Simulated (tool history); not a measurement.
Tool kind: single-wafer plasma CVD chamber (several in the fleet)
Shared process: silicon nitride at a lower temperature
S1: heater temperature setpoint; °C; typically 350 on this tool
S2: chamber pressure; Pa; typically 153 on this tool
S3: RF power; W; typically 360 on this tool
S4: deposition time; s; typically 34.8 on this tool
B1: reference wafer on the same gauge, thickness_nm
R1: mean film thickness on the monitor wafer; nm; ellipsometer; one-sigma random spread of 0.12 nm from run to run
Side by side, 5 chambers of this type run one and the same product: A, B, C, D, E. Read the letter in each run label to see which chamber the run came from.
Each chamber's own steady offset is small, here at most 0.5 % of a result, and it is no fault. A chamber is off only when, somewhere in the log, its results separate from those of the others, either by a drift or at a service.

{"run": "1A", "hour": 16.2, "S1": 350, "S2": 153, "S3": 360, "S4": 34.8, "B1": 42.673, "R1": 41.913}
{"run": "2E", "hour": 30.8, "S1": 350, "S2": 153, "S3": 360, "S4": 34.8, "B1": 42.688, "R1": 41.918}
{"run": "3B", "hour": 39.3, "S1": 350, "S2": 153, "S3": 360, "S4": 34.8, "B1": 42.691, "R1": 41.989}
{"run": "4D", "hour": 47.7, "S1": 350, "S2": 153, "S3": 360, "S4": 34.8, "B1": 42.686, "R1": 41.892}
{"run": "5C", "hour": 56.4, "S1": 350, "S2": 153, "S3": 360, "S4": 34.8, "B1": 42.699, "R1": 41.72}
{"run": "6C", "hour": 72.3, "S1": 350, "S2": 153, "S3": 325, "S4": 34.8, "B1": 42.719, "R1": 39.053}
{"run": "7E", "hour": 80.6, "S1": 350, "S2": 153, "S3": 325, "S4": 34.8, "B1": 42.721, "R1": 39.075}
{"run": "8A", "hour": 89.0, "S1": 350, "S2": 153, "S3": 325, "S4": 34.8, "B1": 42.67, "R1": 39.178}
{"run": "9B", "hour": 99.7, "S1": 350, "S2": 153, "S3": 325, "S4": 34.8, "B1": 42.697, "R1": 39.59}
{"run": "10D", "hour": 110.4, "S1": 350, "S2": 153, "S3": 325, "S4": 34.8, "B1": 42.7, "R1": 39.091}
{"hour": 118.6, "done": "chamber C: thermocouple changed; heater temperature recalibrated"}
{"run": "11E", "hour": 123.0, "S1": 350, "S2": 153, "S3": 360, "S4": 34.8, "B1": 42.707, "R1": 41.686}
{"hour": 123.2, "done": "chamber D: capacitance manometer re-zeroed and calibrated"}
{"run": "12C", "hour": 135.5, "S1": 364, "S2": 153, "S3": 360, "S4": 34.8, "B1": 42.72, "R1": 41.668}
{"run": "13B", "hour": 150.1, "S1": 364, "S2": 153, "S3": 360, "S4": 34.8, "B1": 42.695, "R1": 41.973}
{"run": "14A", "hour": 164.6, "S1": 364, "S2": 153, "S3": 360, "S4": 34.8, "B1": 42.697, "R1": 41.665}
{"run": "15D", "hour": 174.2, "S1": 364, "S2": 153, "S3": 360, "S4": 34.8, "B1": 42.693, "R1": 41.836}
{"hour": 188.4, "done": "chamber C: capacitance manometer re-zeroed and calibrated"}
{"run": "16A", "hour": 190.2, "S1": 364, "S2": 153, "S3": 360, "S4": 34.8, "B1": 42.698, "R1": 42.005}
{"run": "17C", "hour": 200.5, "S1": 350, "S2": 153, "S3": 360, "S4": 34.8, "B1": 42.738, "R1": 41.67}
{"run": "18D", "hour": 210.2, "S1": 350, "S2": 153, "S3": 360, "S4": 34.8, "B1": 42.701, "R1": 41.861}
{"run": "19B", "hour": 219.1, "S1": 350, "S2": 153, "S3": 360, "S4": 34.8, "B1": 42.706, "R1": 42.245}
{"hour": 219.6, "done": "chamber E: RF generator calibrated"}
{"hour": 221.4, "done": "chamber E: capacitance manometer re-zeroed and calibrated"}
{"run": "20E", "hour": 229.5, "S1": 350, "S2": 153, "S3": 360, "S4": 34.8, "B1": 42.692, "R1": 40.868}
{"run": "21D", "hour": 238.2, "S1": 350, "S2": 153, "S3": 360, "S4": 34.8, "B1": 42.723, "R1": 41.964}
{"run": "22C", "hour": 254.0, "S1": 364, "S2": 153, "S3": 360, "S4": 34.8, "B1": 42.732, "R1": 41.607}
{"run": "23E", "hour": 265.9, "S1": 364, "S2": 153, "S3": 360, "S4": 34.8, "B1": 42.68, "R1": 40.524}
{"run": "24B", "hour": 276.9, "S1": 364, "S2": 153, "S3": 360, "S4": 34.8, "B1": 42.678, "R1": 41.981}
{"run": "25A", "hour": 288.6, "S1": 364, "S2": 153, "S3": 360, "S4": 34.8, "B1": 42.706, "R1": 41.768}
{"run": "26B", "hour": 296.1, "S1": 364, "S2": 153, "S3": 360, "S4": 34.8, "B1": 42.705, "R1": 42.084}
{"run": "27E", "hour": 308.2, "S1": 350, "S2": 153, "S3": 360, "S4": 34.8, "B1": 42.719, "R1": 40.939}
{"run": "28A", "hour": 317.0, "S1": 350, "S2": 153, "S3": 360, "S4": 34.8, "B1": 42.659, "R1": 41.936}
{"run": "29C", "hour": 330.2, "S1": 350, "S2": 153, "S3": 360, "S4": 34.8, "B1": 42.705, "R1": 41.659}
{"run": "30D", "hour": 342.8, "S1": 350, "S2": 153, "S3": 360, "S4": 34.8, "B1": 42.705, "R1": 41.978}
{"run": "31B", "hour": 358.9, "S1": 350, "S2": 153, "S3": 360, "S4": 34.8, "B1": 42.704, "R1": 42.123}
{"run": "32D", "hour": 367.1, "S1": 350, "S2": 153, "S3": 360, "S4": 34.8, "B1": 42.69, "R1": 41.724}
{"hour": 378.5, "done": "chamber E: thermocouple changed; heater temperature recalibrated"}
{"run": "33E", "hour": 380.1, "S1": 350, "S2": 153, "S3": 360, "S4": 34.8, "B1": 42.688, "R1": 40.689}
{"run": "34A", "hour": 390.0, "S1": 350, "S2": 153, "S3": 360, "S4": 34.8, "B1": 42.676, "R1": 41.975}
{"run": "35C", "hour": 397.2, "S1": 350, "S2": 153, "S3": 360, "S4": 34.8, "B1": 42.687, "R1": 41.61}
{"run": "36A", "hour": 405.0, "S1": 350, "S2": 153, "S3": 360, "S4": 34.8, "B1": 42.669, "R1": 41.832}
{"run": "37C", "hour": 413.9, "S1": 350, "S2": 132, "S3": 295, "S4": 34.8, "B1": 42.686, "R1": 35.184}
{"run": "38B", "hour": 423.3, "S1": 350, "S2": 132, "S3": 295, "S4": 34.8, "B1": 42.701, "R1": 35.438}
{"run": "39D", "hour": 438.6, "S1": 350, "S2": 132, "S3": 295, "S4": 34.8, "B1": 42.712, "R1": 35.137}
{"run": "40E", "hour": 454.7, "S1": 350, "S2": 132, "S3": 295, "S4": 34.8, "B1": 42.696, "R1": 34.006}
{"run": "41C", "hour": 464.9, "S1": 350, "S2": 132, "S3": 295, "S4": 34.8, "B1": 42.681, "R1": 34.977}
{"run": "42B", "hour": 475.7, "S1": 350, "S2": 153, "S3": 360, "S4": 34.8, "B1": 42.722, "R1": 42.162}
{"hour": 480.5, "done": "chamber D: thermocouple changed; heater temperature recalibrated"}
{"run": "43D", "hour": 491.9, "S1": 350, "S2": 153, "S3": 360, "S4": 34.8, "B1": 42.698, "R1": 41.934}
{"run": "44A", "hour": 504.9, "S1": 350, "S2": 153, "S3": 360, "S4": 34.8, "B1": 42.694, "R1": 41.934}

Does one chamber stand apart from the rest, does the shared gauge drift, or is all well apart from small per-chamber offsets? Give the chamber and the most likely cause, where there is one.

The work done on chamber E during a service left it standing apart from the others.
Cause: true pressure below the setpoint (%) = 7.5.

Chamber E could run next with any of the 4 candidate recipes listed below; each alters the usual settings, and their results appear as question marks. Which one brings its results back in line with what the other chambers deliver on the usual settings?
To be in line, a result may differ from the other chambers' mean on the usual settings by at most: R1 0.44 nm
{"run": "45E-1", "hour": 516.6, "S1": 350, "S2": 157, "S3": 370, "S4": 34.8, "R1": "?"}
{"run": "45E-2", "hour": 516.6, "S1": 350, "S2": 156, "S3": 365, "S4": 35.9, "R1": "?"}
{"run": "45E-3", "hour": 516.6, "S1": 350, "S2": 147, "S3": 340, "S4": 34.8, "R1": "?"}
{"run": "45E-4", "hour": 516.6, "S1": 350, "S2": 152, "S3": 355, "S4": 34.2, "R1": "?"}

The other chambers' mean on the usual settings: R1 41.915 nm
run=45E-1 R1=41.783
run=45E-2 R1=42.609
run=45E-3 R1=38.692
run=45E-4 R1=39.547
45E-1 puts the chamber back in line with the other chambers.
